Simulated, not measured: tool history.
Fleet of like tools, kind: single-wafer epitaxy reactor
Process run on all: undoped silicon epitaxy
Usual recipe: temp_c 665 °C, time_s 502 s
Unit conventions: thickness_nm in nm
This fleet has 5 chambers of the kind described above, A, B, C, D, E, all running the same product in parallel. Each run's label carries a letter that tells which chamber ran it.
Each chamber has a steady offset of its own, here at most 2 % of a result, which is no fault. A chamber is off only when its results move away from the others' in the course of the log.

run,hour,temp_c,time_s,hours since the last pyrometer calibration,"read-back reference wafer on the same gauge, thickness_nm",thickness_nm
1E,7.4,665,502,69.7,124.95,116.430
2D,17.7,665,502,248.4,124.95,116.810
3C,25.8,665,502,1800.9,124.93,116.050
4A,35.6,665,502,1647.8,124.95,118.240
5B,41.5,660,565,308.0,124.91,117.220
6D,53.3,660,565,284.0,124.88,118.230
7A,64.6,660,565,1676.8,124.83,120.360
8C,73.6,660,565,1848.7,124.80,117.990
9E,80.8,660,565,143.1,124.73,117.880
10B,88.5,665,502,355.0,124.77,116.220
11C,96.4,665,502,1871.5,124.69,116.210
12A,102.6,665,502,1714.8,124.71,118.290
13B,109.6,665,502,376.1,124.64,116.080
14E,118.3,665,502,180.6,124.68,116.130
15D,130.2,665,502,360.9,124.64,116.730
16B,141.4,665,502,407.9,124.60,115.910
17C,150.0,665,502,1925.1,124.55,115.690
18A,157.1,665,502,1769.3,124.53,118.140
19E,168.7,665,502,231.0,124.55,116.230
20D,177.4,665,502,408.1,124.57,116.670
21E,184.2,651,447,246.5,124.50,76.118
22A,192.5,651,447,1804.7,124.45,78.196
23D,201.6,651,447,432.3,124.51,76.818
24B,213.1,651,447,479.6,124.37,76.244
25C,219.8,651,447,1994.9,124.43,76.716
26E,226.1,665,502,288.4,124.32,116.040
27B,232.9,665,502,499.4,124.37,115.330
28A,242.7,665,502,1854.9,124.33,118.110
29C,251.8,665,502,2026.9,124.31,116.020
30D,262.1,665,502,492.8,124.30,116.620
31A,271.4,665,502,1883.6,124.23,117.960
32D,281.0,665,502,511.7,124.22,116.180
33C,289.7,665,502,2064.8,124.20,115.530
34B,296.1,660,575,562.6,124.27,118.600
35E,303.2,660,575,365.5,124.18,119.120
36C,309.2,660,575,2084.3,124.14,118.930

Decide between three cases: one chamber stands off from its peers, the gauge reading all wafers drifts, or nothing is wrong past each chamber's small offset. Where a chamber is off, say which and what most likely put it there.

The shared gauge is drifting. All chambers look as if they move in step, but none is off.
What lies behind it: gauge reads low (%) = 0.698.
